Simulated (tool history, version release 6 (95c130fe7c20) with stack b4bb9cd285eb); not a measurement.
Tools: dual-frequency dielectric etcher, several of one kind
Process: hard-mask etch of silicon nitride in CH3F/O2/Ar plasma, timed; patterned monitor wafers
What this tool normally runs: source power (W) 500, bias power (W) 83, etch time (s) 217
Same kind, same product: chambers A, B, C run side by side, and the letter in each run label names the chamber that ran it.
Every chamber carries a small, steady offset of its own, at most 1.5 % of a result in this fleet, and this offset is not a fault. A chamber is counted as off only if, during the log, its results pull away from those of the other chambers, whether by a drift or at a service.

run,hour,source power (W),bias power (W),etch time (s),hours since the last wet clean,hours since the last source power generator calibration,hours since the last bias power generator calibration,"read-back reference wafer on the same gauge, depth_nm",mean etch depth across the wafer (angstrom)
1B,6.9,500,83,217,263.5,3223.5,197.4,164.04,1707.5
2C,18.7,500,83,217,326.1,3220.6,440.7,163.96,1731.3
3A,28.1,500,83,217,58.8,1520.6,141.4,163.90,1742.1
4B,34.9,500,83,217,291.5,3251.5,225.4,163.97,1730.1
5C,41.7,500,83,217,349.1,3243.6,463.7,164.21,1731.5
6A,51.2,500,83,243,81.9,1543.7,164.5,164.01,1942.6
7A,61.6,500,83,243,92.3,1554.1,174.9,163.77,1948.8
8C,67.4,500,83,243,374.8,3269.3,489.4,163.81,1940.7
9B,75.1,500,83,217,331.7,3291.7,265.6,164.14,1714.3
10A,83.8,500,83,217,114.5,1576.3,197.1,164.24,1721.8
11B,93.1,500,83,217,349.7,3309.7,283.6,163.88,1723.9
12C,104.2,500,83,217,411.6,3306.1,526.2,163.86,1740.7
13C,113.8,500,83,217,421.2,3315.7,535.8,163.75,1741.4
14A,122.0,500,83,217,152.7,1614.5,235.3,164.05,1752.2
15B,133.2,500,83,217,389.8,3349.8,323.7,163.95,1712.8
16C,141.5,500,83,217,448.9,3343.4,563.5,163.99,1762.1
17A,152.4,500,83,217,183.1,1644.9,265.7,164.01,1737.0
18B,158.5,580,83,217,415.1,3375.1,349.0,164.10,1808.8
19A,168.1,580,83,217,198.8,1660.6,281.4,163.98,1841.2
20B,178.8,580,83,217,435.4,3395.4,369.3,163.85,1823.7
21C,185.0,500,83,217,492.4,3386.9,607.0,164.14,1770.3
22B,196.8,500,83,217,453.4,3413.4,387.3,163.89,1701.4
23A,208.7,500,83,217,239.4,1701.2,322.0,164.04,1745.3
24C,219.0,500,83,217,526.4,3420.9,641.0,163.89,1790.0
25B,225.6,570,63,217,482.2,3442.2,416.1,163.93,1632.4
26A,231.5,570,63,217,262.2,1724.0,344.8,164.08,1666.7
# hour 234.9: chamber B: wet clean of the chamber
27C,241.2,570,63,217,548.6,3443.1,663.2,163.89,1736.9
28C,251.8,500,83,217,559.2,3453.7,673.8,164.19,1809.1
29B,259.0,500,83,217,24.2,3475.6,449.5,163.91,1709.4
30A,270.6,500,83,217,301.3,1763.1,383.9,163.81,1737.8
31C,282.0,410,83,217,589.4,3483.9,704.0,164.27,1672.7

Decide between three cases: one chamber stands off from its peers, the gauge reading all wafers drifts, or nothing is wrong past each chamber's small offset. Where a chamber is off, say which and what most likely put it there.

Little by little, chamber C moves away from the other chambers.
Cause: etch rate over this chamber's usual, % = 5.02.

Here are 4 candidates for chamber C's next run, each the usual settings with a change, their results left as question marks. Which one brings its results back in line with what the others give on the usual settings?
In line means no further than this from the other chambers' mean on the usual settings: mean etch depth across the wafer (angstrom) 29.0
32C-1,291.0,500,83,205.5,,,,,?
32C-2,291.0,510,85,233.0,,,,,?
32C-3,291.0,500,81,199.5,,,,,?
32C-4,291.0,510,84,226.5,,,,,?

The other chambers' mean on the usual settings: mean etch depth across the wafer (angstrom) 1725.9
run,mean etch depth across the wafer (angstrom)
32C-1,1732.0
32C-2,1995.2
32C-3,1667.2
32C-4,1931.5
32C-1 is the one that brings the chamber's results back in line with the other chambers.

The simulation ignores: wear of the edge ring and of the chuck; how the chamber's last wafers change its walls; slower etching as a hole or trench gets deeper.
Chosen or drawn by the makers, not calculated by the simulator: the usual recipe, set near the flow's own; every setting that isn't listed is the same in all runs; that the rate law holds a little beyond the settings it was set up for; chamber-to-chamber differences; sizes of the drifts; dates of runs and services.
